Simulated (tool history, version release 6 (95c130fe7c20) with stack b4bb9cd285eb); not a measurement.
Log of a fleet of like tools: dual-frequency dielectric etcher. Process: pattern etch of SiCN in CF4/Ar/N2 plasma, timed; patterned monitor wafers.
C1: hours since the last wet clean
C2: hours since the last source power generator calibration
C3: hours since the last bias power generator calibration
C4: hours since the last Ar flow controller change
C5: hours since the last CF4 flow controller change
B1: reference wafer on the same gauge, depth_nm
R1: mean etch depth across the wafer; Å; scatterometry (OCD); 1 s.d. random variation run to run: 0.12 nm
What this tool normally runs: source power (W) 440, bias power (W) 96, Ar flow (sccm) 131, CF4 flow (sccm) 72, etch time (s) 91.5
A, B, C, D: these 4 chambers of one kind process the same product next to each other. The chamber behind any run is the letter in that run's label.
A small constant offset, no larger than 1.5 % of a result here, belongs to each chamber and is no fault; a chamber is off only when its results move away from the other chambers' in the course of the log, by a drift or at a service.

-- hour=5.5 chamber D: wet clean of the chamber
run 1B hour=6.4 | source_power_(W)=440 bias_power_(W)=96 Ar_flow_(sccm)=131 CF4_flow_(sccm)=72 etch_time_(s)=91.5 | C1=90.5 C2=4364.1 C3=782.9 C4=2769.8 C5=2008 | B1=95.935 | R1=828.12
run 2C hour=13.2 | source_power_(W)=440 bias_power_(W)=96 Ar_flow_(sccm)=131 CF4_flow_(sccm)=72 etch_time_(s)=91.5 | C1=440.3 C2=400.9 C3=960.1 C4=2406.6 C5=2943.8 | B1=95.931 | R1=825.04
run 3D hour=19.1 | source_power_(W)=440 bias_power_(W)=96 Ar_flow_(sccm)=131 CF4_flow_(sccm)=72 etch_time_(s)=91.5 | C1=13.7 C2=438.3 C3=1182 C4=1162.2 C5=1560.2 | B1=95.905 | R1=829.54
run 4A hour=22.5 | source_power_(W)=440 bias_power_(W)=96 Ar_flow_(sccm)=131 CF4_flow_(sccm)=72 etch_time_(s)=91.5 | C1=338 C2=1163.2 C3=977.5 C4=518.7 C5=273.9 | B1=95.949 | R1=837.12
run 5C hour=26.2 | source_power_(W)=440 bias_power_(W)=96 Ar_flow_(sccm)=131 CF4_flow_(sccm)=72 etch_time_(s)=91.5 | C1=453.3 C2=413.9 C3=973.1 C4=2419.6 C5=2956.8 | B1=95.951 | R1=824.55
run 6B hour=33.1 | source_power_(W)=440 bias_power_(W)=96 Ar_flow_(sccm)=131 CF4_flow_(sccm)=72 etch_time_(s)=72.5 | C1=117.2 C2=4390.8 C3=809.6 C4=2796.5 C5=2034.7 | B1=95.986 | R1=655.72
run 7A hour=37.6 | source_power_(W)=440 bias_power_(W)=96 Ar_flow_(sccm)=131 CF4_flow_(sccm)=72 etch_time_(s)=72.5 | C1=353.1 C2=1178.3 C3=992.6 C4=533.8 C5=289 | B1=95.973 | R1=662.4
run 8D hour=44.4 | source_power_(W)=440 bias_power_(W)=96 Ar_flow_(sccm)=131 CF4_flow_(sccm)=72 etch_time_(s)=72.5 | C1=39 C2=463.6 C3=1207.3 C4=1187.5 C5=1585.5 | B1=95.971 | R1=658.08
run 9C hour=50.3 | source_power_(W)=440 bias_power_(W)=96 Ar_flow_(sccm)=131 CF4_flow_(sccm)=72 etch_time_(s)=72.5 | C1=477.4 C2=438 C3=997.2 C4=2443.7 C5=2980.9 | B1=95.988 | R1=653.57
run 10A hour=54.4 | source_power_(W)=440 bias_power_(W)=96 Ar_flow_(sccm)=131 CF4_flow_(sccm)=72 etch_time_(s)=91.5 | C1=369.9 C2=1195.1 C3=1009.4 C4=550.6 C5=305.8 | B1=95.995 | R1=837.67
run 11B hour=59.8 | source_power_(W)=440 bias_power_(W)=96 Ar_flow_(sccm)=131 CF4_flow_(sccm)=72 etch_time_(s)=91.5 | C1=143.9 C2=4417.5 C3=836.3 C4=2823.2 C5=2061.4 | B1=96.015 | R1=827.62
run 12D hour=64.4 | source_power_(W)=440 bias_power_(W)=96 Ar_flow_(sccm)=131 CF4_flow_(sccm)=72 etch_time_(s)=91.5 | C1=59 C2=483.6 C3=1227.3 C4=1207.5 C5=1605.5 | B1=96.051 | R1=830.74
run 13A hour=70.4 | source_power_(W)=440 bias_power_(W)=96 Ar_flow_(sccm)=131 CF4_flow_(sccm)=72 etch_time_(s)=91.5 | C1=385.9 C2=1211.1 C3=1025.4 C4=566.6 C5=321.8 | B1=96.043 | R1=839.24
run 14B hour=75.4 | source_power_(W)=440 bias_power_(W)=96 Ar_flow_(sccm)=131 CF4_flow_(sccm)=72 etch_time_(s)=91.5 | C1=159.5 C2=4433.1 C3=851.9 C4=2838.8 C5=2077 | B1=96.053 | R1=829.92
-- hour=82.7 chamber B: source power generator calibrated
run 15C hour=83.1 | source_power_(W)=440 bias_power_(W)=96 Ar_flow_(sccm)=131 CF4_flow_(sccm)=72 etch_time_(s)=91.5 | C1=510.2 C2=470.8 C3=1030 C4=2476.5 C5=3013.7 | B1=96.085 | R1=826.44
run 16D hour=89 | source_power_(W)=440 bias_power_(W)=96 Ar_flow_(sccm)=131 CF4_flow_(sccm)=72 etch_time_(s)=91.5 | C1=83.6 C2=508.2 C3=1251.9 C4=1232.1 C5=1630.1 | B1=96.135 | R1=829.98
run 17C hour=92.8 | source_power_(W)=440 bias_power_(W)=96 Ar_flow_(sccm)=131 CF4_flow_(sccm)=72 etch_time_(s)=91.5 | C1=519.9 C2=480.5 C3=1039.7 C4=2486.2 C5=3023.4 | B1=96.114 | R1=827.53
run 18A hour=100.4 | source_power_(W)=400 bias_power_(W)=119 Ar_flow_(sccm)=131 CF4_flow_(sccm)=72 etch_time_(s)=91.5 | C1=415.9 C2=1241.1 C3=1055.4 C4=596.6 C5=351.8 | B1=96.088 | R1=838.17
-- hour=105.3 chamber A: wet clean of the chamber
run 19B hour=107.5 | source_power_(W)=400 bias_power_(W)=119 Ar_flow_(sccm)=131 CF4_flow_(sccm)=72 etch_time_(s)=91.5 | C1=191.6 C2=24.8 C3=884 C4=2870.9 C5=2109.1 | B1=96.126 | R1=829.02
run 20D hour=111 | source_power_(W)=400 bias_power_(W)=119 Ar_flow_(sccm)=131 CF4_flow_(sccm)=72 etch_time_(s)=91.5 | C1=105.6 C2=530.2 C3=1273.9 C4=1254.1 C5=1652.1 | B1=96.123 | R1=834.73
run 21A hour=116.7 | source_power_(W)=400 bias_power_(W)=119 Ar_flow_(sccm)=131 CF4_flow_(sccm)=72 etch_time_(s)=91.5 | C1=11.4 C2=1257.4 C3=1071.7 C4=612.9 C5=368.1 | B1=96.131 | R1=839.6
run 22B hour=121.3 | source_power_(W)=440 bias_power_(W)=96 Ar_flow_(sccm)=131 CF4_flow_(sccm)=72 etch_time_(s)=91.5 | C1=205.4 C2=38.6 C3=897.8 C4=2884.7 C5=2122.9 | B1=96.183 | R1=830.16
run 23D hour=128.1 | source_power_(W)=440 bias_power_(W)=96 Ar_flow_(sccm)=131 CF4_flow_(sccm)=72 etch_time_(s)=91.5 | C1=122.7 C2=547.3 C3=1291 C4=1271.2 C5=1669.2 | B1=96.186 | R1=833.19
run 24C hour=135.9 | source_power_(W)=440 bias_power_(W)=96 Ar_flow_(sccm)=131 CF4_flow_(sccm)=72 etch_time_(s)=91.5 | C1=563 C2=523.6 C3=1082.8 C4=2529.3 C5=3066.5 | B1=96.19 | R1=826.03
run 25A hour=139.4 | source_power_(W)=440 bias_power_(W)=96 Ar_flow_(sccm)=131 CF4_flow_(sccm)=72 etch_time_(s)=91.5 | C1=34.1 C2=1280.1 C3=1094.4 C4=635.6 C5=390.8 | B1=96.155 | R1=839.32
run 26D hour=145.8 | source_power_(W)=440 bias_power_(W)=96 Ar_flow_(sccm)=131 CF4_flow_(sccm)=72 etch_time_(s)=91.5 | C1=140.4 C2=565 C3=1308.7 C4=1288.9 C5=1686.9 | B1=96.241 | R1=833.39
run 27C hour=151.9 | source_power_(W)=490 bias_power_(W)=96 Ar_flow_(sccm)=131 CF4_flow_(sccm)=72 etch_time_(s)=91.5 | C1=579 C2=539.6 C3=1098.8 C4=2545.3 C5=3082.5 | B1=96.21 | R1=908.52
-- hour=153.7 chamber B: Ar flow controller replaced
run 28B hour=159 | source_power_(W)=490 bias_power_(W)=96 Ar_flow_(sccm)=131 CF4_flow_(sccm)=72 etch_time_(s)=91.5 | C1=243.1 C2=76.3 C3=935.5 C4=5.4 C5=2160.6 | B1=96.267 | R1=911.05
run 29A hour=163.9 | source_power_(W)=490 bias_power_(W)=96 Ar_flow_(sccm)=131 CF4_flow_(sccm)=72 etch_time_(s)=91.5 | C1=58.6 C2=1304.6 C3=1118.9 C4=660.1 C5=415.3 | B1=96.233 | R1=923.39
run 30B hour=169.6 | source_power_(W)=490 bias_power_(W)=96 Ar_flow_(sccm)=131 CF4_flow_(sccm)=72 etch_time_(s)=91.5 | C1=253.7 C2=86.9 C3=946.1 C4=16 C5=2171.2 | B1=96.282 | R1=912.45
-- hour=175.9 chamber C: wet clean of the chamber
run 31D hour=176.9 | source_power_(W)=440 bias_power_(W)=96 Ar_flow_(sccm)=131 CF4_flow_(sccm)=72 etch_time_(s)=91.5 | C1=171.5 C2=596.1 C3=1339.8 C4=1320 C5=1718 | B1=96.32 | R1=833.74
run 32C hour=182.9 | source_power_(W)=440 bias_power_(W)=96 Ar_flow_(sccm)=131 CF4_flow_(sccm)=72 etch_time_(s)=91.5 | C1=7 C2=570.6 C3=1129.8 C4=2576.3 C5=3113.5 | B1=96.312 | R1=830.17
run 33C hour=190.4 | source_power_(W)=440 bias_power_(W)=96 Ar_flow_(sccm)=131 CF4_flow_(sccm)=72 etch_time_(s)=91.5 | C1=14.5 C2=578.1 C3=1137.3 C4=2583.8 C5=3121 | B1=96.333 | R1=825.44
run 34B hour=197.2 | source_power_(W)=440 bias_power_(W)=96 Ar_flow_(sccm)=131 CF4_flow_(sccm)=72 etch_time_(s)=91.5 | C1=281.3 C2=114.5 C3=973.7 C4=43.6 C5=2198.8 | B1=96.322 | R1=831.42
run 35D hour=203.6 | source_power_(W)=440 bias_power_(W)=96 Ar_flow_(sccm)=131 CF4_flow_(sccm)=72 etch_time_(s)=91.5 | C1=198.2 C2=622.8 C3=1366.5 C4=1346.7 C5=1744.7 | B1=96.363 | R1=831.9
run 36A hour=210.6 | source_power_(W)=440 bias_power_(W)=96 Ar_flow_(sccm)=131 CF4_flow_(sccm)=72 etch_time_(s)=91.5 | C1=105.3 C2=1351.3 C3=1165.6 C4=706.8 C5=462 | B1=96.376 | R1=840.81
run 37A hour=215.1 | source_power_(W)=440 bias_power_(W)=96 Ar_flow_(sccm)=131 CF4_flow_(sccm)=72 etch_time_(s)=91.5 | C1=109.8 C2=1355.8 C3=1170.1 C4=711.3 C5=466.5 | B1=96.343 | R1=840
run 38B hour=219.7 | source_power_(W)=440 bias_power_(W)=96 Ar_flow_(sccm)=131 CF4_flow_(sccm)=72 etch_time_(s)=91.5 | C1=303.8 C2=137 C3=996.2 C4=66.1 C5=2221.3 | B1=96.385 | R1=831.94
run 39C hour=227.4 | source_power_(W)=440 bias_power_(W)=96 Ar_flow_(sccm)=131 CF4_flow_(sccm)=72 etch_time_(s)=91.5 | C1=51.5 C2=615.1 C3=1174.3 C4=2620.8 C5=3158 | B1=96.393 | R1=828.2
run 40D hour=235.1 | source_power_(W)=440 bias_power_(W)=96 Ar_flow_(sccm)=131 CF4_flow_(sccm)=72 etch_time_(s)=91.5 | C1=229.7 C2=654.3 C3=1398 C4=1378.2 C5=1776.2 | B1=96.427 | R1=834.05
run 41C hour=241.3 | source_power_(W)=440 bias_power_(W)=96 Ar_flow_(sccm)=131 CF4_flow_(sccm)=72 etch_time_(s)=91.5 | C1=65.4 C2=629 C3=1188.2 C4=2634.7 C5=3171.9 | B1=96.452 | R1=829.58
run 42B hour=245.7 | source_power_(W)=440 bias_power_(W)=96 Ar_flow_(sccm)=131 CF4_flow_(sccm)=58 etch_time_(s)=91.5 | C1=329.8 C2=163 C3=1022.2 C4=92.1 C5=2247.3 | B1=96.449 | R1=808.04
run 43D hour=249.7 | source_power_(W)=440 bias_power_(W)=96 Ar_flow_(sccm)=131 CF4_flow_(sccm)=58 etch_time_(s)=91.5 | C1=244.3 C2=668.9 C3=1412.6 C4=1392.8 C5=1790.8 | B1=96.442 | R1=809.16
run 44A hour=257.4 | source_power_(W)=440 bias_power_(W)=96 Ar_flow_(sccm)=131 CF4_flow_(sccm)=58 etch_time_(s)=91.5 | C1=152.1 C2=1398.1 C3=1212.4 C4=753.6 C5=508.8 | B1=96.477 | R1=816.51

Is one chamber off against the others, does the gauge drift, or is nothing wrong? If a chamber is off, say which, and what the likeliest cause is.

Gauge drift. The chambers move together only on paper, and none stands off.
What lies behind it: gauge reads high (%) = 0.6.
